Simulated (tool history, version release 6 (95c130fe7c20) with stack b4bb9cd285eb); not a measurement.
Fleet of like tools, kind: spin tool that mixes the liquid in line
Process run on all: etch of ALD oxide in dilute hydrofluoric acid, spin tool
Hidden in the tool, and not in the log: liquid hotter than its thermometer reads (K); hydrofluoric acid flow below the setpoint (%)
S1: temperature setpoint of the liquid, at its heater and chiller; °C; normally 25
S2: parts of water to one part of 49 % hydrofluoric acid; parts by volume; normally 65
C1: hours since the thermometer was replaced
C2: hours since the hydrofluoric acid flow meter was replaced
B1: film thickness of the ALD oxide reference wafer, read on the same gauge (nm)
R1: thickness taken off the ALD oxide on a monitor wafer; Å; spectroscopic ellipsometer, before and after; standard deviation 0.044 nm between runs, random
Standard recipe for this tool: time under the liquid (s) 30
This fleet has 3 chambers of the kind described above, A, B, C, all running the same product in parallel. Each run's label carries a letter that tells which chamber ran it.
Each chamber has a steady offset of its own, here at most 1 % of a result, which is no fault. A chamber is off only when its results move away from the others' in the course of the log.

{"run": "1C", "day": 0.212, "S1": 25, "S2": 65, "time under the liquid (s)": 30, "C1": 310.7, "C2": 1677.0, "B1": 70.016, "R1": 99.936}
{"run": "2A", "day": 0.375, "S1": 25, "S2": 65, "time under the liquid (s)": 30, "C1": 273.1, "C2": 56.8, "B1": 69.961, "R1": 100.02}
{"run": "3B", "day": 0.617, "S1": 25, "S2": 65, "time under the liquid (s)": 30, "C1": 2073.7, "C2": 542.4, "B1": 70.017, "R1": 99.633}
{"run": "4A", "day": 0.892, "S1": 25, "S2": 65, "time under the liquid (s)": 30, "C1": 285.5, "C2": 69.2, "B1": 70.024, "R1": 100.18}
{"run": "5C", "day": 1.062, "S1": 25, "S2": 65, "time under the liquid (s)": 30, "C1": 331.1, "C2": 1697.4, "B1": 70.012, "R1": 99.498}
{"run": "6B", "day": 1.262, "S1": 25, "S2": 65, "time under the liquid (s)": 45, "C1": 2089.2, "C2": 557.9, "B1": 70.006, "R1": 148.7}
{"run": "7C", "day": 1.558, "S1": 25, "S2": 65, "time under the liquid (s)": 45, "C1": 343.0, "C2": 1709.3, "B1": 70.048, "R1": 148.19}
{"run": "8A", "day": 1.888, "S1": 25, "S2": 65, "time under the liquid (s)": 45, "C1": 309.4, "C2": 93.1, "B1": 69.953, "R1": 150.8}
{"run": "9B", "day": 2.058, "S1": 25, "S2": 65, "time under the liquid (s)": 30, "C1": 2108.3, "C2": 577.0, "B1": 69.999, "R1": 98.638}
{"run": "10B", "day": 2.383, "S1": 25, "S2": 85, "time under the liquid (s)": 15, "C1": 2116.1, "C2": 584.8, "B1": 69.975, "R1": 36.938}
{"run": "11A", "day": 2.729, "S1": 25, "S2": 85, "time under the liquid (s)": 15, "C1": 329.6, "C2": 113.3, "B1": 69.954, "R1": 37.183}
{"run": "12C", "day": 2.933, "S1": 25, "S2": 85, "time under the liquid (s)": 15, "C1": 376.0, "C2": 1742.3, "B1": 69.961, "R1": 36.959}
{"run": "13B", "day": 3.288, "S1": 25, "S2": 65, "time under the liquid (s)": 30, "C1": 2137.8, "C2": 606.5, "B1": 69.999, "R1": 98.817}
{"run": "14A", "day": 3.575, "S1": 25, "S2": 65, "time under the liquid (s)": 30, "C1": 349.9, "C2": 133.6, "B1": 69.997, "R1": 99.609}
{"run": "15C", "day": 3.85, "S1": 25, "S2": 65, "time under the liquid (s)": 30, "C1": 398.0, "C2": 1764.3, "B1": 69.981, "R1": 100.47}
{"run": "16A", "day": 4.096, "S1": 25, "S2": 65, "time under the liquid (s)": 30, "C1": 362.4, "C2": 146.1, "B1": 70.006, "R1": 100.26}
{"run": "17C", "day": 4.45, "S1": 25, "S2": 65, "time under the liquid (s)": 30, "C1": 412.4, "C2": 1778.7, "B1": 69.976, "R1": 99.659}
{"run": "18B", "day": 4.704, "S1": 25, "S2": 65, "time under the liquid (s)": 30, "C1": 2171.8, "C2": 640.5, "B1": 70.02, "R1": 98.782}
{"day": 4.996, "done": "chamber B: thermometer replaced"}
{"run": "19A", "day": 5.004, "S1": 25, "S2": 65, "time under the liquid (s)": 30, "C1": 384.2, "C2": 167.9, "B1": 70.032, "R1": 101.05}
{"run": "20C", "day": 5.271, "S1": 25, "S2": 65, "time under the liquid (s)": 30, "C1": 432.1, "C2": 1798.4, "B1": 70.002, "R1": 99.78}
{"run": "21B", "day": 5.454, "S1": 25, "S2": 65, "time under the liquid (s)": 30, "C1": 11.1, "C2": 658.5, "B1": 70.003, "R1": 97.406}
{"run": "22B", "day": 5.7, "S1": 25, "S2": 80, "time under the liquid (s)": 15, "C1": 17.0, "C2": 664.4, "B1": 70.012, "R1": 39.192}
{"run": "23C", "day": 5.983, "S1": 25, "S2": 80, "time under the liquid (s)": 15, "C1": 449.2, "C2": 1815.5, "B1": 70.051, "R1": 39.399}
{"run": "24A", "day": 6.212, "S1": 25, "S2": 80, "time under the liquid (s)": 15, "C1": 413.2, "C2": 196.9, "B1": 70.032, "R1": 39.665}
{"day": 6.396, "done": "chamber C: hydrofluoric acid flow meter replaced"}
{"run": "25B", "day": 6.55, "S1": 25, "S2": 65, "time under the liquid (s)": 30, "C1": 37.4, "C2": 684.8, "B1": 69.986, "R1": 97.229}
{"run": "26C", "day": 6.904, "S1": 25, "S2": 65, "time under the liquid (s)": 30, "C1": 471.3, "C2": 12.3, "B1": 70.007, "R1": 99.346}
{"run": "27A", "day": 7.138, "S1": 22, "S2": 65, "time under the liquid (s)": 40, "C1": 435.4, "C2": 219.1, "B1": 70.019, "R1": 118.42}
{"run": "28C", "day": 7.342, "S1": 22, "S2": 65, "time under the liquid (s)": 40, "C1": 481.8, "C2": 22.8, "B1": 69.982, "R1": 118.38}

One chamber off, gauge drift, or nothing amiss beyond the chambers' own small offsets? If it is a chamber, which one, and what is the likeliest cause?

One chamber, B, drifts off from the rest bit by bit.
Likeliest cause: hydrofluoric acid flow below the setpoint (%) = 2.45.

Below are 4 candidate recipes for chamber B's next run, each the usual settings with a change, their results shown as question marks. Which of them brings B's results back in line with what the other chambers give on the usual settings?
A result is in line if it is within this distance of the other chambers' mean on the usual settings: R1 1.500 Å
{"run": "29B-1", "day": 7.604, "S1": 23.5, "S2": 65, "time under the liquid (s)": 30, "R1": "?"}
{"run": "29B-2", "day": 7.604, "S1": 26.5, "S2": 65, "time under the liquid (s)": 30, "R1": "?"}
{"run": "29B-3", "day": 7.604, "S1": 26.0, "S2": 65, "time under the liquid (s)": 30, "R1": "?"}
{"run": "29B-4", "day": 7.604, "S1": 24.0, "S2": 65, "time under the liquid (s)": 30, "R1": "?"}

What the other chambers average on the usual settings: R1 100.000 Å
run=29B-1 R1=90.692
run=29B-2 R1=102.340
run=29B-3 R1=100.320
run=29B-4 R1=92.556
The right change is 29B-3: it brings the chamber back within the allowed miss of the others.
